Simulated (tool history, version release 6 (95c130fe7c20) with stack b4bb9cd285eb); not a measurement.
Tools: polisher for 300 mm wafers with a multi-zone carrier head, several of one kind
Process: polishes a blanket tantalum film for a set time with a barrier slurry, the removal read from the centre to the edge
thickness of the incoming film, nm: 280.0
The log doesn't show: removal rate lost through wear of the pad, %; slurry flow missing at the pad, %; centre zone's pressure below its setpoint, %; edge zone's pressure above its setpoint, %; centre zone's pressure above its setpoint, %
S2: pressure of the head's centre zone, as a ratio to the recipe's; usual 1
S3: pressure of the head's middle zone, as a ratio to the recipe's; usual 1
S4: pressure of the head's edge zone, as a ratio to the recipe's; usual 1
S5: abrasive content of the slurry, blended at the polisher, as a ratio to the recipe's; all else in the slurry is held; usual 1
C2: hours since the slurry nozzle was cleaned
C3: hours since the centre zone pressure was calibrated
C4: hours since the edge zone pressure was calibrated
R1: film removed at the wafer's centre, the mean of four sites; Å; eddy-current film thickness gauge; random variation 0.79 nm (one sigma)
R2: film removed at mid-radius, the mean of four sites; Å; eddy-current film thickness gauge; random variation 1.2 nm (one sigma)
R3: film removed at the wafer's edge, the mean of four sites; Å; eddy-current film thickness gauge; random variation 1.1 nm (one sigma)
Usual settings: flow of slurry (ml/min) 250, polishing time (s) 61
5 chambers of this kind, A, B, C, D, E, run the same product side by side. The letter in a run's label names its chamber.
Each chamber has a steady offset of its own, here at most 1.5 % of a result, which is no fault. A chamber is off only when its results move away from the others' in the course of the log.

Run 1B, hour 4.7: usual settings; wafers polished on this pad 703; C2 215; C3 382.5; C4 154.9. Result: R1 874.45 Å, R2 840.47 Å, R3 885.04 Å.
Run 2A, hour 8.5: usual settings; wafers polished on this pad 349; C2 189.2; C3 326.4; C4 37.3. Result: R1 863.63 Å, R2 868.31 Å, R3 883.31 Å.
Run 3C, hour 12.9: usual settings; wafers polished on this pad 1246; C2 273.1; C3 907; C4 926.9. Result: R1 868.98 Å, R2 880.52 Å, R3 856.8 Å.
Run 4D, hour 17.3: usual settings; wafers polished on this pad 630; C2 534.3; C3 314.2; C4 640. Result: R1 867.96 Å, R2 889.92 Å, R3 855.81 Å.
At hour 19.8: chamber E: centre zone pressure recalibrated.
Run 5E, hour 21.7: usual settings; wafers polished on this pad 483; C2 717.8; C3 2; C4 473.7. Result: R1 866.62 Å, R2 851.48 Å, R3 861.93 Å.
At hour 22.8: chamber D: worn pad replaced by a new one.
Run 6D, hour 24.1: usual settings; wafers polished on this pad 19; C2 541.1; C3 321; C4 646.8. Result: R1 869.79 Å, R2 882.43 Å, R3 872.65 Å.
At hour 27.7: chamber C: worn pad replaced by a new one.
Run 7A, hour 28.2: usual settings; wafers polished on this pad 634; C2 208.9; C3 346.1; C4 57. Result: R1 859.07 Å, R2 858.63 Å, R3 874.23 Å.
Run 8E, hour 32: usual settings; wafers polished on this pad 632; C2 728.1; C3 12.3; C4 484. Result: R1 877.21 Å, R2 873.83 Å, R3 872.65 Å.
Run 9C, hour 35.4: usual settings; wafers polished on this pad 111; C2 295.6; C3 929.5; C4 949.4. Result: R1 875.68 Å, R2 858.49 Å, R3 872.49 Å.
Run 10B, hour 39.7: usual settings; wafers polished on this pad 1210; C2 250; C3 417.5; C4 189.9. Result: R1 865.73 Å, R2 861.06 Å, R3 887.89 Å.
Run 11D, hour 44.7: usual settings; wafers polished on this pad 317; C2 561.7; C3 341.6; C4 667.4. Result: R1 878.88 Å, R2 880.76 Å, R3 866.33 Å.
Run 12B, hour 47.9: usual settings; wafers polished on this pad 1329; C2 258.2; C3 425.7; C4 198.1. Result: R1 855.66 Å, R2 861.24 Å, R3 851.11 Å.
At hour 50.1: chamber B: worn pad replaced by a new one.
Run 13C, hour 51.2: usual settings; wafers polished on this pad 340; C2 311.4; C3 945.3; C4 965.2. Result: R1 863.3 Å, R2 871.17 Å, R3 866.48 Å.
Run 14E, hour 56.1: usual settings; wafers polished on this pad 981; C2 752.2; C3 36.4; C4 508.1. Result: R1 867.53 Å, R2 853.51 Å, R3 855.51 Å.
At hour 57.2: chamber A: worn pad replaced by a new one.
Run 15A, hour 59.2: usual settings but S4 1.11; wafers polished on this pad 30; C2 239.9; C3 377.1; C4 88. Result: R1 842.93 Å, R2 874.52 Å, R3 935.35 Å.
Run 16D, hour 63.5: usual settings but S4 1.11; wafers polished on this pad 590; C2 580.5; C3 360.4; C4 686.2. Result: R1 858.54 Å, R2 863.86 Å, R3 924.34 Å.
Run 17C, hour 66.8: usual settings but S4 1.11; wafers polished on this pad 566; C2 327; C3 960.9; C4 980.8. Result: R1 875.14 Å, R2 874.43 Å, R3 902.64 Å.
At hour 67.3: chamber D: centre zone pressure recalibrated.
Run 18E, hour 71: usual settings but S4 1.11; wafers polished on this pad 1197; C2 767.1; C3 51.3; C4 523. Result: R1 869.71 Å, R2 858.85 Å, R3 898.47 Å.
Run 19A, hour 73.8: usual settings but S4 1.11; wafers polished on this pad 241; C2 254.5; C3 391.7; C4 102.6. Result: R1 836.43 Å, R2 864.29 Å, R3 899.83 Å.
At hour 74.7: chamber C: edge zone pressure recalibrated.
Run 20B, hour 76.2: usual settings; wafers polished on this pad 379; C2 286.5; C3 454; C4 226.4. Result: R1 856.62 Å, R2 878.4 Å, R3 892.99 Å.
At hour 80.6: chamber E: slurry nozzle cleaned.
Run 21B, hour 81.2: usual settings; wafers polished on this pad 451; C2 291.5; C3 459; C4 231.4. Result: R1 869.34 Å, R2 843.05 Å, R3 877.09 Å.
At hour 82.4: chamber D: worn pad replaced by a new one.
Run 22A, hour 83.9: usual settings; wafers polished on this pad 388; C2 264.6; C3 401.8; C4 112.7. Result: R1 835.83 Å, R2 841.17 Å, R3 865.65 Å.
Run 23C, hour 86.4: usual settings; wafers polished on this pad 850; C2 346.6; C3 980.5; C4 11.8. Result: R1 861.67 Å, R2 866.64 Å, R3 885.34 Å.
At hour 89.5: chamber E: worn pad replaced by a new one.
Run 24D, hour 89.5: usual settings but flow of slurry (ml/min) 185; wafers polished on this pad 102; C2 606.5; C3 22.3; C4 712.2. Result: R1 825.17 Å, R2 848.6 Å, R3 834.45 Å.
Run 25E, hour 92.2: usual settings but flow of slurry (ml/min) 185; wafers polished on this pad 39; C2 11.7; C3 72.5; C4 544.2. Result: R1 820.11 Å, R2 838.08 Å, R3 874.28 Å.
At hour 94.1: chamber D: edge zone pressure recalibrated.
Run 26C, hour 95.9: usual settings but flow of slurry (ml/min) 185; wafers polished on this pad 988; C2 356.1; C3 990; C4 21.3. Result: R1 833.56 Å, R2 838.61 Å, R3 841.91 Å.
Run 27A, hour 99.6: usual settings but flow of slurry (ml/min) 185; wafers polished on this pad 615; C2 280.3; C3 417.5; C4 128.4. Result: R1 798.22 Å, R2 791.33 Å, R3 814.59 Å.
Run 28B, hour 103.7: usual settings but flow of slurry (ml/min) 185; wafers polished on this pad 777; C2 314; C3 481.5; C4 253.9. Result: R1 827 Å, R2 812.97 Å, R3 828.23 Å.
Run 29E, hour 106.9: usual settings; wafers polished on this pad 252; C2 26.4; C3 87.2; C4 558.9. Result: R1 873.78 Å, R2 878.9 Å, R3 884.77 Å.
Run 30D, hour 111.7: usual settings but S2 1.1, polishing time (s) 76; wafers polished on this pad 424; C2 628.7; C3 44.5; C4 17.6. Result: R1 1200.5 Å, R2 1071.2 Å, R3 1093.4 Å.
At hour 112.5: chamber C: worn pad replaced by a new one.
Run 31D, hour 116.2: usual settings but S2 1.1, polishing time (s) 76; wafers polished on this pad 489; C2 633.2; C3 49; C4 22.1. Result: R1 1216.4 Å, R2 1101.4 Å, R3 1067 Å.
Run 32A, hour 119.6: usual settings but S2 1.1, polishing time (s) 76; wafers polished on this pad 905; C2 300.3; C3 437.5; C4 148.4. Result: R1 1167.2 Å, R2 1035.5 Å, R3 1079.8 Å.
Run 33C, hour 123: usual settings but S2 1.1, polishing time (s) 76; wafers polished on this pad 153; C2 383.2; C3 1017.1; C4 48.4. Result: R1 1228.9 Å, R2 1086.7 Å, R3 1123.7 Å.
Run 34B, hour 127.9: usual settings but S2 1.1, polishing time (s) 76; wafers polished on this pad 1127; C2 338.2; C3 505.7; C4 278.1. Result: R1 1187.9 Å, R2 1073.6 Å, R3 1118.3 Å.
Run 35E, hour 131.1: usual settings; wafers polished on this pad 602; C2 50.6; C3 111.4; C4 583.1. Result: R1 877.92 Å, R2 866.43 Å, R3 879.61 Å.
At hour 133.5: chamber B: worn pad replaced by a new one.
Run 36C, hour 133.6: usual settings; wafers polished on this pad 306; C2 393.8; C3 1027.7; C4 59. Result: R1 873.11 Å, R2 852.86 Å, R3 858.83 Å.
Run 37B, hour 135.9: usual settings; wafers polished on this pad 34; C2 346.2; C3 513.7; C4 286.1. Result: R1 873.03 Å, R2 871.26 Å, R3 869.25 Å.
Run 38D, hour 139.4: usual settings; wafers polished on this pad 825; C2 656.4; C3 72.2; C4 45.3. Result: R1 878.19 Å, R2 882.81 Å, R3 847.09 Å.
At hour 139.6: chamber A: worn pad replaced by a new one.
Run 39A, hour 143.9: usual settings; wafers polished on this pad 62; C2 324.6; C3 461.8; C4 172.7. Result: R1 822.09 Å, R2 820.37 Å, R3 836.31 Å.
Run 40E, hour 148.4: usual settings; wafers polished on this pad 853; C2 67.9; C3 128.7; C4 600.4. Result: R1 864.78 Å, R2 864.48 Å, R3 862.27 Å.
Run 41E, hour 153.1: usual settings; wafers polished on this pad 921; C2 72.6; C3 133.4; C4 605.1. Result: R1 871.44 Å, R2 869.73 Å, R3 860.88 Å.
Run 42C, hour 156.8: usual settings; wafers polished on this pad 642; C2 417; C3 1050.9; C4 82.2. Result: R1 876.72 Å, R2 857.62 Å, R3 862.35 Å.

All 5 chambers run these settings next. Forecast each chamber's results:
Run 43A, hour 160.4: usual settings. Result: R1 ?, R2 ?, R3 ?.
Run 43B, hour 160.4: usual settings. Result: R1 ?, R2 ?, R3 ?.
Run 43C, hour 160.4: usual settings. Result: R1 ?, R2 ?, R3 ?.
Run 43D, hour 160.4: usual settings. Result: R1 ?, R2 ?, R3 ?.
Run 43E, hour 160.4: usual settings. Result: R1 ?, R2 ?, R3 ?.

run      R1      R2      R3
43A  815.16  810.99  850.94
43B  862.42  852.45   875.6
43C  864.23  877.17  861.03
43D  872.28  884.97  857.32
43E  870.55   897.3  892.81
